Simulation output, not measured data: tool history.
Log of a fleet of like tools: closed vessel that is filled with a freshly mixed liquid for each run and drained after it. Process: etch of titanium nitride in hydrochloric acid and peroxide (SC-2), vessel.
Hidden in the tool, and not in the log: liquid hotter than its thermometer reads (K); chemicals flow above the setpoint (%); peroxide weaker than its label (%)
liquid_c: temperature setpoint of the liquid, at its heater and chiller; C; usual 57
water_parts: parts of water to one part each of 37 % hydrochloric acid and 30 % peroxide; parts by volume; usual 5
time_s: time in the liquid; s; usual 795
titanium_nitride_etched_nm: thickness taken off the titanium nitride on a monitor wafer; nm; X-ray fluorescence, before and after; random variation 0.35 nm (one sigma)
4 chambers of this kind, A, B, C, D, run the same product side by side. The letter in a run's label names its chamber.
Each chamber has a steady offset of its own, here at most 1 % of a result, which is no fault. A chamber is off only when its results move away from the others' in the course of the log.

run,hour,liquid_c,water_parts,time_s,hours since the thermometer was replaced,hours since the chemicals flow meter was replaced,hours since the drum of peroxide was connected,"read-back film thickness of the titanium nitride reference wafer, read on the same gauge (nm)",titanium_nitride_etched_nm
# hour 8.8: chamber C: thermometer replaced
1D,12.8,57,5,795,2148.5,1545.4,892.1,60.038,57.507
2A,23.8,57,5,795,1595.8,803.3,1248.8,59.982,58.402
3B,35.9,57,5,795,73.4,76.7,584,60.033,59.038
4C,44.2,57,5,795,35.5,402.7,239.6,59.989,58.083
5A,56.2,57,5,795,1628.2,835.7,1281.2,60.045,58.267
6D,69.7,49.5,5,795,2205.4,1602.3,949,60.031,35.49
7C,80,49.5,5,795,71.3,438.5,275.4,59.998,35.461
8B,86.4,49.5,5,795,123.9,127.2,634.5,60.063,35.365
9C,93.4,49.5,5,795,84.7,451.9,288.8,59.999,35.595
10A,101.4,57,5,795,1673.4,880.9,1326.4,60.032,58.45
# hour 103.3: chamber A: thermometer replaced
11B,111.4,57,5,795,148.9,152.2,659.5,59.941,58.694
12D,118,57,5,795,2253.7,1650.6,997.3,60.05,58.149
# hour 126.9: chamber A: new drum of peroxide connected
13C,127,57,5,795,118.3,485.5,322.4,60.053,58.42
14B,139.4,57,5,795,176.9,180.2,687.5,60.015,58.571
15A,150.4,57,5,795,47.2,929.9,23.5,59.988,57.855
16D,163.8,57,5,795,2299.5,1696.4,1043.1,59.993,57.842
17A,173.9,57,5,795,70.7,953.4,47,59.954,57.877
18B,187.7,57,5,795,225.2,228.5,735.8,60.036,58.109
19C,194.1,57,5,795,185.4,552.6,389.5,60.011,58.279
20D,200.2,57,5,795,2335.9,1732.8,1079.5,60.018,57.863
21B,213.3,57,5,795,250.8,254.1,761.4,59.995,58.833
22D,221.4,57,5,795,2357.1,1754,1100.7,59.98,58.328
23A,231.5,57,5,795,128.3,1011,104.6,60.048,58.256
24C,240.7,57,5,795,232,599.2,436.1,60.037,57.665
25D,254.2,57,5,795,2389.9,1786.8,1133.5,59.962,57.827
26C,260.9,57,5,795,252.2,619.4,456.3,60.021,57.973
27B,268.9,57,5,795,306.4,309.7,817,60.005,58.305
28A,279.1,57,5,795,175.9,1058.6,152.2,60.035,58.952
29D,287.2,51,6.5,795,2422.9,1819.8,1166.5,60.013,32.603
30A,293.7,51,6.5,795,190.5,1073.2,166.8,60.017,32.233
31B,299.9,51,6.5,795,337.4,340.7,848,59.973,32.422
32C,309.4,51,6.5,795,300.7,667.9,504.8,60.025,32.206
33C,319.9,57,5,795,311.2,678.4,515.3,59.975,57.472

All 4 chambers run these settings next. Forecast each chamber's results:
34A,329.8,62,5,795,,,,,?
34B,329.8,62,5,795,,,,,?
34C,329.8,62,5,795,,,,,?
34D,329.8,62,5,795,,,,,?

run,titanium_nitride_etched_nm
34A,80.027
34B,80.411
34C,79.08
34D,79.136
